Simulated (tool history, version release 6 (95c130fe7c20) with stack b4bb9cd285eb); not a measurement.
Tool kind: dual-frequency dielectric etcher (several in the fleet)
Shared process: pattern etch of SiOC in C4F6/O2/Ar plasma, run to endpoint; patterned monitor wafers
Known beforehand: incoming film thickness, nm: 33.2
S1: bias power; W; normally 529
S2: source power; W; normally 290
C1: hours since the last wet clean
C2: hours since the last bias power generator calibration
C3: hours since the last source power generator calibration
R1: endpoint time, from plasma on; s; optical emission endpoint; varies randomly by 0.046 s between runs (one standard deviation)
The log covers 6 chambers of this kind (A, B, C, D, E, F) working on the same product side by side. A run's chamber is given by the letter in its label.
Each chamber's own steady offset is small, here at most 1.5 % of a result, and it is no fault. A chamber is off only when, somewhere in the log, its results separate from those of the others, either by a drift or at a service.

run   hour   S1   S2     C1      C2      C3      R1
 1F    2.6  529  290  337.9   568.3  4060.0  12.291
 2A    6.8  529  290  264.4  4073.6  1443.8  12.330
 3E    9.6  529  290  493.1  2179.4   964.5  12.176
 4B   12.5  529  290  359.8   566.6   164.4  12.430
      12.8  -- chamber C: wet clean of the chamber
 5D   15.2  615  250  302.6  2318.4  1835.6  12.248
 6C   17.7  615  250    4.9  2668.8   273.6  12.310
 7B   19.6  615  250  366.9   573.7   171.5  12.395
 8A   23.0  615  250  280.6  4089.8  1460.0  12.360
 9D   26.4  615  250  313.8  2329.6  1846.8  12.275
10F   30.8  615  250  366.1   596.5  4088.2  12.301
11E   33.9  529  290  517.4  2203.7   988.8  12.297
12C   38.3  529  290   25.5  2689.4   294.2  12.275
13A   40.3  458  250  297.9  4107.1  1477.3  13.778
14D   43.6  458  250  331.0  2346.8  1864.0  13.718
15F   46.8  458  250  382.1   612.5  4104.2  13.759
16E   50.7  458  250  534.2  2220.5  1005.6  13.713
17B   52.7  458  250  400.0   606.8   204.6  13.873
18C   56.5  458  250   43.7  2707.6   312.4  13.729
19F   58.5  529  290  393.8   624.2  4115.9  12.341
20E   60.7  529  290  544.2  2230.5  1015.6  12.222
21C   63.4  487  230   50.6  2714.5   319.3  13.836
22B   67.2  487  230  414.5   621.3   219.1  13.982
23A   69.3  487  230  326.9  4136.1  1506.3  13.965
24D   73.3  487  230  360.7  2376.5  1893.7  13.975
25B   76.4  487  230  423.7   630.5   228.3  13.958
      78.0  -- chamber D: bias power generator calibrated
26C   80.0  487  230   67.2  2731.1   335.9  13.876
      80.6  -- chamber F: source power generator calibrated
27E   83.6  529  290  567.1  2253.4  1038.5  12.287
28F   85.9  529  290  421.2   651.6     5.3  12.383
29A   88.1  529  290  345.7  4154.9  1525.1  12.333
30D   91.9  529  290  379.3    14.0  1912.3  12.542
31D   96.1  529  290  383.5    18.2  1916.5  12.623
32F   99.7  529  290  435.0   665.4    19.1  12.359
33A  102.2  529  290  359.8  4169.0  1539.2  12.387
34B  105.5  529  290  452.8   659.6   257.4  12.535
35C  109.9  529  290   97.1  2761.0   365.8  12.298
36E  113.3  529  290  596.8  2283.1  1068.2  12.195
37F  116.2  529  290  451.5   681.9    35.6  12.350
38C  120.4  529  290  107.6  2771.5   376.3  12.234
39B  123.7  619  230  471.0   677.8   275.6  12.709
     124.8  -- chamber E: wet clean of the chamber
40D  128.0  619  230  415.4    50.1  1948.4  13.157
41E  131.8  619  230    7.1  2301.6  1086.7  12.594
42A  135.3  619  230  392.9  4202.1  1572.3  12.697
43C  138.1  619  230  125.3  2789.2   394.0  12.574
44E  142.3  619  230   17.6  2312.1  1097.2  12.535

Read the log: is a single chamber off, either drifting away or since a service, is the gauge that measures every chamber drifting, or is nothing wrong beyond small per-chamber offsets? Name any odd chamber and what most likely caused it.

Chamber D drifts away from the others.
What lies behind it: etch rate under this chamber's usual, % = 4.85.

Which of the 4 candidates below, each the usual settings with something changed and its results left as question marks, puts chamber D back in line with what the other chambers give on the usual settings?
Allowed miss from the other chambers' usual-settings mean, per result, to count as in line: R1 0.160 s
45D-1  145.6  514  280               ?
45D-2  145.6  529  330               ?
45D-3  145.6  544  300               ?
45D-4  145.6  469  290               ?

Usual-settings mean across the other chambers: R1 12.346 s
  run      R1
45D-1  13.250
45D-2  12.327
45D-3  12.634
45D-4  13.547
45D-2 brings the chamber back in line.
